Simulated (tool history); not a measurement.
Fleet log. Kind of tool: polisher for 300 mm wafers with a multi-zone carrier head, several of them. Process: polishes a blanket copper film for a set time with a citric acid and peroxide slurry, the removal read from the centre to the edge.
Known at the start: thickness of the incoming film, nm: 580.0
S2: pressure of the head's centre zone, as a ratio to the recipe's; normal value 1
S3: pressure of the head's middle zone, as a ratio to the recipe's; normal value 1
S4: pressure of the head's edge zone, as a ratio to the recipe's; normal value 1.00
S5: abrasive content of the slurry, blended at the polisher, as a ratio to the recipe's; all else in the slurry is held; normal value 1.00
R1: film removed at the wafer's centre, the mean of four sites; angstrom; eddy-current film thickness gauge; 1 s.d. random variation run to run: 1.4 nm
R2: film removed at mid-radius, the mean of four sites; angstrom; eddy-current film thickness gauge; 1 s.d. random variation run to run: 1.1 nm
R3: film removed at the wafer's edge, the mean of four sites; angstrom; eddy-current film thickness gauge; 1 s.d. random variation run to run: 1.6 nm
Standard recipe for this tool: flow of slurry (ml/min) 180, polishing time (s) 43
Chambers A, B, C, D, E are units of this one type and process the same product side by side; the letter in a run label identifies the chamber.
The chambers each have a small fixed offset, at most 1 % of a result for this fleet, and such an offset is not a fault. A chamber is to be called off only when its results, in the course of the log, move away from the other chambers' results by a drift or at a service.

Run 1A, day 0.304: usual settings. Result: R1 1112.3 angstrom, R2 1133.6 angstrom, R3 1091.7 angstrom.
Run 2D, day 0.617: usual settings. Result: R1 1132.1 angstrom, R2 1116.0 angstrom, R3 1096.6 angstrom.
At day 0.888: chamber C: worn pad replaced by a new one.
Run 3E, day 1.083: usual settings. Result: R1 1116.7 angstrom, R2 1115.8 angstrom, R3 1102.4 angstrom.
At day 1.262: chamber B: worn pad replaced by a new one.
At day 1.325: chamber E: worn pad replaced by a new one.
Run 4C, day 1.392: usual settings. Result: R1 1127.9 angstrom, R2 1105.3 angstrom, R3 1119.4 angstrom.
At day 1.450: chamber D: slurry nozzle cleaned.
At day 1.571: chamber E: slurry nozzle cleaned.
Run 5B, day 1.812: usual settings. Result: R1 1112.5 angstrom, R2 1110.1 angstrom, R3 1103.8 angstrom.
At day 1.967: chamber A: worn pad replaced by a new one.
Run 6A, day 2.104: usual settings. Result: R1 1086.0 angstrom, R2 1114.4 angstrom, R3 1100.8 angstrom.
Run 7C, day 2.592: usual settings. Result: R1 1102.4 angstrom, R2 1120.0 angstrom, R3 1088.7 angstrom.
Run 8D, day 2.846: usual settings. Result: R1 1130.3 angstrom, R2 1134.3 angstrom, R3 1100.5 angstrom.
Run 9B, day 3.171: usual settings. Result: R1 1114.8 angstrom, R2 1113.5 angstrom, R3 1134.1 angstrom.
Run 10E, day 3.504: usual settings. Result: R1 1132.7 angstrom, R2 1111.3 angstrom, R3 1140.9 angstrom.
At day 3.538: chamber D: worn pad replaced by a new one.
At day 3.871: chamber B: worn pad replaced by a new one.
At day 3.875: chamber C: worn pad replaced by a new one.
Run 11E, day 3.904: usual settings. Result: R1 1119.3 angstrom, R2 1109.3 angstrom, R3 1101.4 angstrom.
Run 12B, day 4.262: usual settings. Result: R1 1119.1 angstrom, R2 1127.4 angstrom, R3 1121.5 angstrom.
At day 4.267: chamber A: worn pad replaced by a new one.
At day 4.708: chamber E: worn pad replaced by a new one.
Run 13C, day 4.742: usual settings. Result: R1 1120.0 angstrom, R2 1098.5 angstrom, R3 1083.1 angstrom.
Run 14A, day 5.229: usual settings. Result: R1 1099.2 angstrom, R2 1107.7 angstrom, R3 1104.3 angstrom.
At day 5.292: chamber B: centre zone pressure recalibrated.
At day 5.379: chamber B: slurry nozzle cleaned.
Run 15D, day 5.488: usual settings but S5 1.25, polishing time (s) 48. Result: R1 1279.8 angstrom, R2 1288.6 angstrom, R3 1304.6 angstrom.
Run 16B, day 5.850: usual settings but S5 1.25, polishing time (s) 48. Result: R1 1300.0 angstrom, R2 1299.5 angstrom, R3 1305.4 angstrom.
At day 6.062: chamber B: worn pad replaced by a new one.
Run 17D, day 6.229: usual settings but S5 1.25, polishing time (s) 48. Result: R1 1291.9 angstrom, R2 1321.9 angstrom, R3 1275.2 angstrom.
At day 6.454: chamber C: slurry nozzle cleaned.
Run 18E, day 6.638: usual settings but S5 1.25, polishing time (s) 48. Result: R1 1322.8 angstrom, R2 1290.4 angstrom, R3 1296.0 angstrom.
At day 6.679: chamber A: worn pad replaced by a new one.
At day 6.779: chamber C: worn pad replaced by a new one.
At day 6.938: chamber D: worn pad replaced by a new one.
Run 19A, day 7.079: usual settings but S5 1.25, polishing time (s) 48. Result: R1 1285.5 angstrom, R2 1303.3 angstrom, R3 1298.0 angstrom.
Run 20C, day 7.338: usual settings. Result: R1 1120.5 angstrom, R2 1122.4 angstrom, R3 1116.0 angstrom.
Run 21C, day 7.792: usual settings but flow of slurry (ml/min) 215, S4 1.11. Result: R1 1172.8 angstrom, R2 1152.4 angstrom, R3 1204.0 angstrom.
At day 7.858: chamber D: centre zone pressure recalibrated.
Run 22D, day 8.238: usual settings but flow of slurry (ml/min) 215, S4 1.11. Result: R1 1164.2 angstrom, R2 1157.9 angstrom, R3 1224.0 angstrom.
At day 8.533: chamber E: worn pad replaced by a new one.
Run 23A, day 8.550: usual settings but flow of slurry (ml/min) 215, S4 1.11. Result: R1 1137.1 angstrom, R2 1136.6 angstrom, R3 1206.6 angstrom.
At day 8.829: chamber D: edge zone pressure recalibrated.
At day 8.883: chamber B: worn pad replaced by a new one.
Run 24E, day 8.950: usual settings but flow of slurry (ml/min) 215, S4 1.11. Result: R1 1138.2 angstrom, R2 1147.9 angstrom, R3 1187.6 angstrom.
At day 9.221: chamber A: worn pad replaced by a new one.
Run 25B, day 9.392: usual settings but flow of slurry (ml/min) 215, S4 1.11. Result: R1 1157.5 angstrom, R2 1156.9 angstrom, R3 1199.1 angstrom.
At day 9.408: chamber C: worn pad replaced by a new one.
Run 26B, day 9.779: usual settings. Result: R1 1122.6 angstrom, R2 1114.7 angstrom, R3 1100.6 angstrom.
Run 27A, day 10.046: usual settings. Result: R1 1084.9 angstrom, R2 1126.6 angstrom, R3 1108.9 angstrom.
At day 10.142: chamber C: centre zone pressure recalibrated.
At day 10.338: chamber E: slurry nozzle cleaned.
Run 28E, day 10.504: usual settings. Result: R1 1108.3 angstrom, R2 1131.4 angstrom, R3 1114.4 angstrom.
At day 10.692: chamber A: centre zone pressure recalibrated.
At day 10.862: chamber D: worn pad replaced by a new one.
Run 29C, day 10.996: usual settings. Result: R1 1110.7 angstrom, R2 1119.5 angstrom, R3 1124.9 angstrom.
At day 11.283: chamber B: worn pad replaced by a new one.
Run 30D, day 11.404: usual settings. Result: R1 1101.5 angstrom, R2 1108.9 angstrom, R3 1118.6 angstrom.
Run 31B, day 11.642: usual settings. Result: R1 1109.8 angstrom, R2 1112.3 angstrom, R3 1101.8 angstrom.
At day 11.825: chamber A: worn pad replaced by a new one.
Run 32D, day 11.933: usual settings. Result: R1 1111.4 angstrom, R2 1135.1 angstrom, R3 1136.5 angstrom.
At day 12.208: chamber E: worn pad replaced by a new one.
Run 33E, day 12.275: usual settings. Result: R1 1138.0 angstrom, R2 1109.3 angstrom, R3 1082.7 angstrom.
Run 34A, day 12.629: usual settings. Result: R1 1115.9 angstrom, R2 1120.1 angstrom, R3 1098.5 angstrom.

For the next run the whole fleet of 5 chambers uses the same settings. Give each chamber's results:
Run 35A, day 12.983: usual settings. Result: R1 ?, R2 ?, R3 ?.
Run 35B, day 12.983: usual settings. Result: R1 ?, R2 ?, R3 ?.
Run 35C, day 12.983: usual settings. Result: R1 ?, R2 ?, R3 ?.
Run 35D, day 12.983: usual settings. Result: R1 ?, R2 ?, R3 ?.
Run 35E, day 12.983: usual settings. Result: R1 ?, R2 ?, R3 ?.

run      R1      R2      R3
35A  1111.3  1108.5  1090.8
35B  1113.5  1139.3  1096.8
35C  1128.2  1105.1  1105.9
35D  1146.0  1123.0  1119.4
35E  1124.6  1115.3  1105.0
